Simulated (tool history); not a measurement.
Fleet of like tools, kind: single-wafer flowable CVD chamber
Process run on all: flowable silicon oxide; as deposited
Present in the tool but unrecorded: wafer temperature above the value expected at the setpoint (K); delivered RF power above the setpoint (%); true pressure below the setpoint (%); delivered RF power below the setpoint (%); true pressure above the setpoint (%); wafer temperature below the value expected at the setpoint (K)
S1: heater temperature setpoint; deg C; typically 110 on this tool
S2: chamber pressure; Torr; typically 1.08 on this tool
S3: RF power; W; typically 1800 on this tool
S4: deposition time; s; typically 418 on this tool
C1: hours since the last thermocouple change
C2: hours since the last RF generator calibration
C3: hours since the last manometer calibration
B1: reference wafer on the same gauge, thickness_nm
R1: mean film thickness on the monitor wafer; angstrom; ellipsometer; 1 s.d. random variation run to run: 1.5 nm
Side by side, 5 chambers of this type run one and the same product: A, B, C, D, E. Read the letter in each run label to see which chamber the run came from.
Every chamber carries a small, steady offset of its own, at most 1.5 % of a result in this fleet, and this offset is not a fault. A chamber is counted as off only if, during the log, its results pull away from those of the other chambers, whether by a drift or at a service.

run 1A hour=9.2 | S1=110 S2=1.08 S3=1800 S4=418 | C1=273.3 C2=1436.9 C3=687.9 | B1=266.92 | R1=2556.3
run 2E hour=16.6 | S1=110 S2=1.08 S3=1800 S4=418 | C1=1294.4 C2=134.0 C3=533.1 | B1=267.16 | R1=2551.8
run 3C hour=24.8 | S1=110 S2=1.08 S3=1800 S4=418 | C1=944.5 C2=278.7 C3=1539.7 | B1=266.90 | R1=2567.2
run 4D hour=35.5 | S1=110 S2=1.08 S3=1800 S4=418 | C1=969.8 C2=892.9 C3=726.0 | B1=266.87 | R1=2543.5
run 5B hour=50.2 | S1=110 S2=1.08 S3=1800 S4=418 | C1=110.8 C2=610.0 C3=1584.4 | B1=266.98 | R1=2551.0
run 6C hour=63.0 | S1=110 S2=0.82 S3=1800 S4=453 | C1=982.7 C2=316.9 C3=1577.9 | B1=267.28 | R1=1961.8
run 7D hour=72.0 | S1=110 S2=0.82 S3=1800 S4=453 | C1=1006.3 C2=929.4 C3=762.5 | B1=266.82 | R1=1991.6
run 8B hour=85.9 | S1=110 S2=0.82 S3=1800 S4=453 | C1=146.5 C2=645.7 C3=1620.1 | B1=267.13 | R1=1968.5
run 9A hour=93.7 | S1=110 S2=0.82 S3=1800 S4=453 | C1=357.8 C2=1521.4 C3=772.4 | B1=266.98 | R1=1983.5
-- hour=98.6 chamber D: thermocouple changed; heater temperature recalibrated
run 10E hour=102.5 | S1=110 S2=0.82 S3=1800 S4=453 | C1=1380.3 C2=219.9 C3=619.0 | B1=266.83 | R1=1950.1
run 11A hour=113.1 | S1=110 S2=1.08 S3=1800 S4=418 | C1=377.2 C2=1540.8 C3=791.8 | B1=267.01 | R1=2561.0
run 12B hour=120.9 | S1=110 S2=1.08 S3=1800 S4=418 | C1=181.5 C2=680.7 C3=1655.1 | B1=266.97 | R1=2565.0
run 13E hour=130.4 | S1=110 S2=1.08 S3=1800 S4=418 | C1=1408.2 C2=247.8 C3=646.9 | B1=267.33 | R1=2552.1
run 14D hour=145.3 | S1=96 S2=1.08 S3=1800 S4=465 | C1=46.8 C2=1002.7 C3=835.8 | B1=266.96 | R1=4561.4
run 15C hour=155.9 | S1=96 S2=1.08 S3=1800 S4=465 | C1=1075.6 C2=409.8 C3=1670.8 | B1=266.97 | R1=4546.0
run 16D hour=164.4 | S1=96 S2=1.08 S3=1800 S4=465 | C1=65.9 C2=1021.8 C3=854.9 | B1=266.90 | R1=4541.1
run 17C hour=172.2 | S1=96 S2=1.08 S3=1800 S4=465 | C1=1091.9 C2=426.1 C3=1687.1 | B1=267.08 | R1=4530.1
run 18B hour=179.4 | S1=96 S2=1.08 S3=1800 S4=465 | C1=240.0 C2=739.2 C3=1713.6 | B1=267.14 | R1=4488.3
-- hour=183.8 chamber A: RF generator calibrated
run 19A hour=192.9 | S1=110 S2=1.27 S3=1800 S4=360 | C1=457.0 C2=9.2 C3=871.6 | B1=267.36 | R1=2628.3
run 20E hour=206.3 | S1=110 S2=1.27 S3=1800 S4=360 | C1=1484.1 C2=323.7 C3=722.8 | B1=267.15 | R1=2656.1
run 21A hour=220.1 | S1=110 S2=1.27 S3=1800 S4=360 | C1=484.2 C2=36.4 C3=898.8 | B1=266.88 | R1=2616.6
run 22D hour=227.1 | S1=110 S2=1.27 S3=1800 S4=360 | C1=128.6 C2=1084.5 C3=917.6 | B1=267.21 | R1=2699.2
run 23B hour=235.8 | S1=110 S2=1.27 S3=1800 S4=360 | C1=296.4 C2=795.6 C3=1770.0 | B1=267.02 | R1=2619.8
run 24C hour=247.2 | S1=110 S2=1.08 S3=1800 S4=418 | C1=1166.9 C2=501.1 C3=1762.1 | B1=267.19 | R1=2562.7
-- hour=248.9 chamber E: thermocouple changed; heater temperature recalibrated
run 25E hour=254.2 | S1=110 S2=1.08 S3=1800 S4=418 | C1=5.4 C2=371.6 C3=770.7 | B1=266.83 | R1=2523.5
run 26D hour=260.9 | S1=110 S2=1.08 S3=1800 S4=418 | C1=162.4 C2=1118.3 C3=951.4 | B1=267.18 | R1=2647.3
run 27B hour=270.9 | S1=110 S2=1.08 S3=1800 S4=418 | C1=331.5 C2=830.7 C3=1805.1 | B1=266.82 | R1=2531.7
run 28A hour=279.2 | S1=110 S2=1.08 S3=1800 S4=418 | C1=543.3 C2=95.5 C3=957.9 | B1=267.23 | R1=2529.7
run 29C hour=292.9 | S1=110 S2=1.08 S3=1680 S4=418 | C1=1212.6 C2=546.8 C3=1807.8 | B1=266.85 | R1=2494.5
run 30E hour=303.8 | S1=110 S2=1.08 S3=1680 S4=418 | C1=55.0 C2=421.2 C3=820.3 | B1=267.37 | R1=2493.6
run 31A hour=314.7 | S1=110 S2=1.08 S3=1680 S4=418 | C1=578.8 C2=131.0 C3=993.4 | B1=266.92 | R1=2523.8
run 32E hour=321.3 | S1=110 S2=1.08 S3=1680 S4=418 | C1=72.5 C2=438.7 C3=837.8 | B1=266.87 | R1=2504.2
run 33B hour=333.3 | S1=110 S2=1.08 S3=1680 S4=418 | C1=393.9 C2=893.1 C3=1867.5 | B1=266.94 | R1=2503.3
run 34D hour=340.3 | S1=110 S2=1.08 S3=1800 S4=418 | C1=241.8 C2=1197.7 C3=1030.8 | B1=267.32 | R1=2657.5
run 35C hour=349.3 | S1=110 S2=1.08 S3=1800 S4=418 | C1=1269.0 C2=603.2 C3=1864.2 | B1=267.13 | R1=2571.2
run 36D hour=357.8 | S1=110 S2=1.08 S3=1800 S4=418 | C1=259.3 C2=1215.2 C3=1048.3 | B1=267.18 | R1=2661.7
run 37C hour=369.2 | S1=110 S2=1.08 S3=1800 S4=418 | C1=1288.9 C2=623.1 C3=1884.1 | B1=266.81 | R1=2584.5
run 38E hour=381.7 | S1=110 S2=1.08 S3=1800 S4=418 | C1=132.9 C2=499.1 C3=898.2 | B1=267.04 | R1=2529.6

Does one chamber stand apart from the rest, does the shared gauge drift, or is all well apart from small per-chamber offsets? Give the chamber and the most likely cause, where there is one.

One chamber, D, drifts off from the rest bit by bit.
Most likely cause: true pressure above the setpoint (%) = 4.96.
The log may not tell that from: wafer temperature below the value expected at the setpoint (K).

Here are 4 candidates for chamber D's next run, each the usual settings with a change, their results left as question marks. Which one brings its results back in line with what the others give on the usual settings?
Allowed miss from the other chambers' usual-settings mean, per result, to count as in line: R1 52.0 angstrom
run 39D-1 hour=392.4 | S1=110 S2=1.08 S3=1800 S4=375 | R1=?
run 39D-2 hour=392.4 | S1=110 S2=1.14 S3=1800 S4=418 | R1=?
run 39D-3 hour=392.4 | S1=107 S2=1.08 S3=1810 S4=418 | R1=?
run 39D-4 hour=392.4 | S1=110 S2=1.04 S3=1790 S4=410 | R1=?

Mean of the other chambers on the usual settings: R1 2551.9 angstrom
run=39D-1 R1=2426.9
run=39D-2 R1=2870.2
run=39D-3 R1=2987.2
run=39D-4 R1=2542.1
Change 39D-4 lands the chamber within the allowed miss of the other chambers.
